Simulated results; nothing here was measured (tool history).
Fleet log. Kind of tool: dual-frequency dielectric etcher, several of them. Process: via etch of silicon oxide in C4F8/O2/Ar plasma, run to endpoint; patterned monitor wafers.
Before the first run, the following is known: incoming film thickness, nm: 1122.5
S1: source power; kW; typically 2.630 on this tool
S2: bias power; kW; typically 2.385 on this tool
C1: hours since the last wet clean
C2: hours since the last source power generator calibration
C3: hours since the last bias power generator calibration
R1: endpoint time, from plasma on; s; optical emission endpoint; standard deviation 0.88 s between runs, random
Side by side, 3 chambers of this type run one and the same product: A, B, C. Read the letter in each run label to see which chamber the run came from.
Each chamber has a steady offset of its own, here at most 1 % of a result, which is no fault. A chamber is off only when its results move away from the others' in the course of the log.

Run 1C, day 0.271: usual settings; C1 331.9; C2 2226.1; C3 604.1. Result: R1 189.09 s.
Run 2B, day 0.429: usual settings; C1 154.7; C2 1216.2; C3 2802.8. Result: R1 188.53 s.
Run 3A, day 0.633: usual settings; C1 254.4; C2 532.8; C3 1213.7. Result: R1 191.72 s.
Run 4A, day 0.842: usual settings; C1 259.4; C2 537.8; C3 1218.7. Result: R1 189.35 s.
Run 5C, day 1.125: usual settings but S1 3.200 kW, S2 2.031 kW; C1 352.4; C2 2246.6; C3 624.6. Result: R1 182.69 s.
Run 6B, day 1.304: usual settings but S1 3.200 kW, S2 2.031 kW; C1 175.7; C2 1237.2; C3 2823.8. Result: R1 183.12 s.
Run 7B, day 1.550: usual settings but S1 3.200 kW, S2 2.031 kW; C1 181.6; C2 1243.1; C3 2829.7. Result: R1 183.60 s.
Run 8C, day 1.838: usual settings; C1 369.5; C2 2263.7; C3 641.7. Result: R1 189.70 s.
Run 9A, day 2.138: usual settings; C1 290.5; C2 568.9; C3 1249.8. Result: R1 190.52 s.
Run 10C, day 2.450: usual settings; C1 384.2; C2 2278.4; C3 656.4. Result: R1 190.27 s.
Run 11B, day 2.788: usual settings; C1 211.3; C2 1272.8; C3 2859.4. Result: R1 189.56 s.
Run 12A, day 2.950: usual settings; C1 310.0; C2 588.4; C3 1269.3. Result: R1 189.37 s.
Run 13B, day 3.254: usual settings; C1 222.5; C2 1284.0; C3 2870.6. Result: R1 188.51 s.
At day 3.288: chamber C: wet clean of the chamber.
Run 14A, day 3.508: usual settings; C1 323.4; C2 601.8; C3 1282.7. Result: R1 190.23 s.
Run 15C, day 3.833: usual settings; C1 13.1; C2 2311.6; C3 689.6. Result: R1 190.13 s.
Run 16C, day 4.079: usual settings but S1 3.150 kW, S2 1.931 kW; C1 19.0; C2 2317.5; C3 695.5. Result: R1 187.48 s.
Run 17B, day 4.271: usual settings but S1 3.150 kW, S2 1.931 kW; C1 246.9; C2 1308.4; C3 2895.0. Result: R1 188.20 s.
Run 18A, day 4.562: usual settings but S1 3.150 kW, S2 1.931 kW; C1 348.7; C2 627.1; C3 1308.0. Result: R1 187.28 s.
Run 19B, day 4.854: usual settings; C1 260.9; C2 1322.4; C3 2909.0. Result: R1 188.41 s.
Run 20C, day 5.112: usual settings; C1 43.8; C2 2342.3; C3 720.3. Result: R1 188.06 s.
Run 21A, day 5.325: usual settings; C1 367.0; C2 645.4; C3 1326.3. Result: R1 189.73 s.
Run 22A, day 5.558: usual settings; C1 372.6; C2 651.0; C3 1331.9. Result: R1 187.81 s.
Run 23C, day 5.817: usual settings but S1 3.200 kW, S2 1.889 kW; C1 60.7; C2 2359.2; C3 737.2. Result: R1 187.74 s.
Run 24B, day 6.025: usual settings but S1 3.200 kW, S2 1.889 kW; C1 289.0; C2 1350.5; C3 2937.1. Result: R1 188.21 s.
Run 25C, day 6.250: usual settings but S1 3.200 kW, S2 1.889 kW; C1 71.1; C2 2369.6; C3 747.6. Result: R1 187.70 s.
Run 26B, day 6.488: usual settings; C1 300.1; C2 1361.6; C3 2948.2. Result: R1 190.12 s.
Run 27A, day 6.812: usual settings; C1 402.7; C2 681.1; C3 1362.0. Result: R1 185.88 s.
Run 28B, day 7.171: usual settings; C1 316.5; C2 1378.0; C3 2964.6. Result: R1 188.35 s.
Run 29C, day 7.396: usual settings; C1 98.6; C2 2397.1; C3 775.1. Result: R1 187.82 s.
Run 30A, day 7.696: usual settings; C1 423.9; C2 702.3; C3 1383.2. Result: R1 187.85 s.
Run 31C, day 8.042: usual settings; C1 114.1; C2 2412.6; C3 790.6. Result: R1 189.35 s.
Run 32A, day 8.292: usual settings but S1 2.830 kW; C1 438.2; C2 716.6; C3 1397.5. Result: R1 178.84 s.
Run 33B, day 8.562: usual settings but S1 2.830 kW; C1 349.9; C2 1411.4; C3 2998.0. Result: R1 184.72 s.
Run 34A, day 8.904: usual settings but S1 2.830 kW; C1 452.9; C2 731.3; C3 1412.2. Result: R1 180.01 s.
Run 35B, day 9.075: usual settings but S1 2.100 kW; C1 362.2; C2 1423.7; C3 3010.3. Result: R1 206.11 s.
Run 36C, day 9.288: usual settings but S1 2.100 kW; C1 144.0; C2 2442.5; C3 820.5. Result: R1 206.96 s.
Run 37A, day 9.458: usual settings but S1 2.100 kW; C1 466.2; C2 744.6; C3 1425.5. Result: R1 202.10 s.
Run 38C, day 9.812: usual settings; C1 156.6; C2 2455.1; C3 833.1. Result: R1 190.15 s.
Run 39B, day 9.971: usual settings; C1 383.7; C2 1445.2; C3 3031.8. Result: R1 188.48 s.
Run 40A, day 10.138: usual settings; C1 482.5; C2 760.9; C3 1441.8. Result: R1 182.64 s.
Run 41B, day 10.317: usual settings but S1 2.930 kW; C1 392.0; C2 1453.5; C3 3040.1. Result: R1 180.26 s.
Run 42C, day 10.588: usual settings but S1 2.930 kW; C1 175.2; C2 2473.7; C3 851.7. Result: R1 181.77 s.

All 3 chambers run these settings next. Forecast each chamber's results:
Run 43A, day 10.850: usual settings but S2 2.129 kW. Result: R1 ?.
Run 43B, day 10.850: usual settings but S2 2.129 kW. Result: R1 ?.
Run 43C, day 10.850: usual settings but S2 2.129 kW. Result: R1 ?.

run      R1
43A  188.61
43B  193.27
43C  195.97
